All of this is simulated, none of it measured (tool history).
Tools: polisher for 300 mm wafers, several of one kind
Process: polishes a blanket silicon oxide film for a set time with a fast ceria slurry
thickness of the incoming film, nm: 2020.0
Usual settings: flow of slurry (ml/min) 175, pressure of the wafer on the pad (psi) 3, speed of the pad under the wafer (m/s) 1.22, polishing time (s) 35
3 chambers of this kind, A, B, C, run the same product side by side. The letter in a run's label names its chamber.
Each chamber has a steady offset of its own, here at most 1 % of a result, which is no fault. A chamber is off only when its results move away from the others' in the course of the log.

run,hour,flow of slurry (ml/min),pressure of the wafer on the pad (psi),speed of the pad under the wafer (m/s),polishing time (s),film removed (Å)
1B,15.0,175,3,1.22,35,6133.1
# hour 24.5: chamber B: slurry nozzle cleaned
# hour 27.7: chamber B: worn pad replaced by a new one
2C,28.8,175,3,1.22,35,6257.3
3A,40.0,175,3,1.22,35,6147.8
4A,51.5,175,3,1.22,35,6367.9
5C,59.5,175,3,1.22,35,6285.7
# hour 62.9: chamber A: worn pad replaced by a new one
6B,72.4,175,3,1.22,35,6218.2
# hour 73.8: chamber C: worn pad replaced by a new one
7A,83.0,175,3,1.22,35,6308.5
8C,90.9,175,3,1.22,35,6108.1
9B,104.8,175,3,1.22,35,6130.3
10B,117.1,175,3,1.22,35,6220.5
# hour 125.3: chamber B: worn pad replaced by a new one
11A,129.5,175,3,1.22,35,6073.9
# hour 138.0: chamber A: slurry nozzle cleaned
12C,140.5,175,3,1.22,35,6206.3
# hour 141.6: chamber A: worn pad replaced by a new one
13C,149.6,175,3,1.22,35,6265.0
14A,161.2,175,3,1.22,35,5994.3
15B,175.3,175,3,1.22,35,6190.1
# hour 184.1: chamber B: head pressure recalibrated
16B,184.7,175,3,1.22,35,6147.8
17A,194.8,175,3,1.22,35,6020.3
# hour 196.2: chamber C: worn pad replaced by a new one
18C,209.6,175,3,1.22,35,6191.4
# hour 217.6: chamber B: worn pad replaced by a new one
# hour 219.6: chamber A: worn pad replaced by a new one
19C,221.3,175,3,1.22,35,6176.4
20B,234.1,175,3,1.22,35,6166.5
21A,243.1,175,3,1.22,35,5975.3
22A,255.6,175,3,1.22,35,5841.3
23C,267.6,175,3,1.22,35,6247.3
# hour 270.0: chamber C: head pressure recalibrated
24B,282.0,175,3,1.22,35,6203.5
25B,294.4,175,3,1.42,43,9008.6
# hour 295.1: chamber B: worn pad replaced by a new one
26A,308.5,175,3,1.42,43,8400.7
# hour 309.1: chamber A: worn pad replaced by a new one
27C,316.1,175,3,1.42,43,8888.7
# hour 316.3: chamber C: worn pad replaced by a new one
28C,330.5,215,3,1.48,35,7774.0
# hour 331.5: chamber C: slurry nozzle cleaned
29B,337.7,215,3,1.48,35,7716.7
30A,349.2,215,3,1.48,35,7183.1
31B,362.1,175,3,1.22,35,6149.9
32A,375.8,175,3,1.22,35,5730.9
33C,384.8,175,3,1.22,35,6245.4
# hour 385.4: chamber B: worn pad replaced by a new one
34A,396.4,175,3,1.22,35,5636.8
# hour 400.5: chamber A: worn pad replaced by a new one
35C,403.9,175,3,1.22,35,6305.4
36B,414.7,175,3,1.22,35,6036.0
37B,429.6,175,3,1.22,35,6221.2
38A,437.4,175,3,1.22,35,5568.7
39C,447.5,175,3,1.22,35,6179.3

All 3 chambers run these settings next. Forecast each chamber's results:
40A,458.4,175,3,1.22,24,?
40B,458.4,175,3,1.22,24,?
40C,458.4,175,3,1.22,24,?

run,film removed (Å)
40A,3800.4
40B,4189.9
40C,4292.2

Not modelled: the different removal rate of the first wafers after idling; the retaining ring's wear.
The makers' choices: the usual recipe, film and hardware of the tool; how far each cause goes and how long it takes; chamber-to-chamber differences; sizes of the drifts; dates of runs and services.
